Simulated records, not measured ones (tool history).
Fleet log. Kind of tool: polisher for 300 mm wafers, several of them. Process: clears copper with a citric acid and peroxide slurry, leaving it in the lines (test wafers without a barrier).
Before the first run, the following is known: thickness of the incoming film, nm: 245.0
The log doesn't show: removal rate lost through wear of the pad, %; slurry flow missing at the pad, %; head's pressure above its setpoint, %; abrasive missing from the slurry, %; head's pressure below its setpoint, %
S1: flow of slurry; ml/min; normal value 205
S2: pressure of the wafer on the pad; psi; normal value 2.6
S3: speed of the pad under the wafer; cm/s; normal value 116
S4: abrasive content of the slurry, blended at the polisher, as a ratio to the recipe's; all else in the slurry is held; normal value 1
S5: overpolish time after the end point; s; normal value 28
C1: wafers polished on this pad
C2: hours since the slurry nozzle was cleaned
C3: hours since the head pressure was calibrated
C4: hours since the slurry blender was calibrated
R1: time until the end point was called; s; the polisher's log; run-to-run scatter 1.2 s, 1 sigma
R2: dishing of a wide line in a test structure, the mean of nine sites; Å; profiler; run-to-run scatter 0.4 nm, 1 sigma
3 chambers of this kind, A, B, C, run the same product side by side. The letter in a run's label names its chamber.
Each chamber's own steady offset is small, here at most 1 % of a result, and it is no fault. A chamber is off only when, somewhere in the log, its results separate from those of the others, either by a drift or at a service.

run   hour   S1   S2   S3  S4  S5   C1     C2      C3     C4      R1      R2
 1C    5.2  205  2.6  116   1  28  606   69.2   317.2  306.2  136.49  307.62
 2A   10.8  205  2.6  116   1  28  575   39.7  1091.5   17.6  135.17  303.75
      11.5  -- chamber B: worn pad replaced by a new one
 3B   13.9  205  2.6  116   1  28   16  802.7   678.8   35.7  132.55  314.62
 4B   18.1  205  2.6  116   1  28   43  806.9   683.0   39.9  132.68  311.40
      18.2  -- chamber C: worn pad replaced by a new one
 5A   22.9  205  2.6  116   1  28  653   51.8  1103.6   29.7  136.80  306.30
      23.5  -- chamber B: slurry nozzle cleaned
      25.8  -- chamber A: worn pad replaced by a new one
      27.0  -- chamber A: head pressure recalibrated
 6C   27.4  205  2.6  116   1  28   60   91.4   339.4  328.4  133.74  297.14
 7A   32.4  205  2.6  116   1  28   43   61.3     5.5   39.2  132.66  304.51
 8B   38.4  205  2.6  116   1  28  174   15.0   703.3   60.2  132.99  310.23
 9C   43.8  150  2.6  116   1  28  166  107.8   355.8  344.8  143.14  295.32
10A   46.9  150  2.6  116   1  28  137   75.8    20.0   53.7  141.70  309.49
      52.8  -- chamber C: slurry blender recalibrated
11B   52.9  150  2.6  116   1  28  268   29.5   717.8   74.7  137.49  302.72
12C   55.6  205  2.6  116   1  28  242  119.6   367.6    2.8  134.65  306.23
13A   60.8  205  2.6  116   1  28  227   89.7    33.9   67.6  133.54  311.45
14C   66.1  205  2.6  116   1  28  311  130.1   378.1   13.3  136.62  300.59
15B   71.9  205  2.6  116   1  28  392   48.5   736.8   93.7  131.95  305.52
16B   74.9  205  2.6  116   1  28  411   51.5   739.8   96.7  131.92  311.88
17C   77.6  205  2.6  116   1  28  385  141.6   389.6   24.8  135.51  293.62
18A   81.0  205  2.6  116   1  28  358  109.9    54.1   87.8  133.50  304.95
      84.1  -- chamber B: head pressure recalibrated
19C   84.3  205  2.6  116   1  28  429  148.3   396.3   31.5  133.94  304.59
20B   88.6  205  2.6  116   1  28  500   65.2     4.6  110.4  147.09  287.89
21A   94.4  205  2.6  116   1  28  444  123.3    67.5  101.2  134.74  307.79
22B   97.9  205  2.6  116   1  28  560   74.5    13.9  119.7  147.17  287.15
     101.4  -- chamber A: slurry blender recalibrated
23A  103.4  205  2.6  116   1  28  503  132.3    76.5    2.1  134.69  310.23
24C  106.6  205  2.6  116   1  28  573  170.6   418.6   53.8  136.26  308.18
25C  109.6  205  2.6  116   1  28  593  173.6   421.6   56.8  135.99  302.69
     111.5  -- chamber C: worn pad replaced by a new one
26B  112.2  205  2.6  116   1  28  653   88.8    28.2  134.0  147.57  291.02
27A  117.9  205  2.6  116   1  28  597  146.8    91.0   16.6  135.25  306.63
28B  120.6  205  2.6  116   1  28  707   97.2    36.6  142.4  147.65  282.26
29C  125.8  205  2.6  116   1  28   92  189.8   437.8   73.0  135.81  301.96
30A  131.5  205  2.6  116   1  28  685  160.4   104.6   30.2  134.11  311.51
     134.9  -- chamber A: worn pad replaced by a new one
31B  137.5  205  2.6  116   1  28  817  114.1    53.5  159.3  146.98  281.15
32A  141.6  205  2.6  116   1  28   43  170.5   114.7   40.3  132.94  316.05
33C  145.9  205  2.6  116   1  28  223  209.9   457.9   93.1  135.99  307.48
34C  148.9  205  2.6  116   1  28  242  212.9   460.9   96.1  134.02  307.18

Read the log: is a single chamber off, either drifting away or since a service, is the gauge that measures every chamber drifting, or is nothing wrong beyond small per-chamber offsets? Name any odd chamber and what most likely caused it.

A service on chamber B put it out of line with the rest.
Cause: head's pressure below its setpoint, % = 9.56.

Here are 4 candidates for chamber B's next run, each the usual settings with a change, their results left as question marks. Which one brings its results back in line with what the others give on the usual settings?
In line means no further than this from the other chambers' mean on the usual settings: R1 4.20 s; R2 14.00 Å
35B-1  153.3  205  2.7  122   1  28                   ?   ?
35B-2  153.3  205  2.8  124   1  28                   ?   ?
35B-3  153.3  205  2.4  108   1  28                   ?   ?
35B-4  153.3  205  2.5  110   1  28                   ?   ?

Average result of the remaining chambers running the usual settings: R1 134.60 s; R2 307.63 Å
  run      R1      R2
35B-1  134.80  304.43
35B-2  127.98  316.50
35B-3  170.55  254.03
35B-4  160.93  266.03
The right change is 35B-1: it brings the chamber back within the allowed miss of the others.
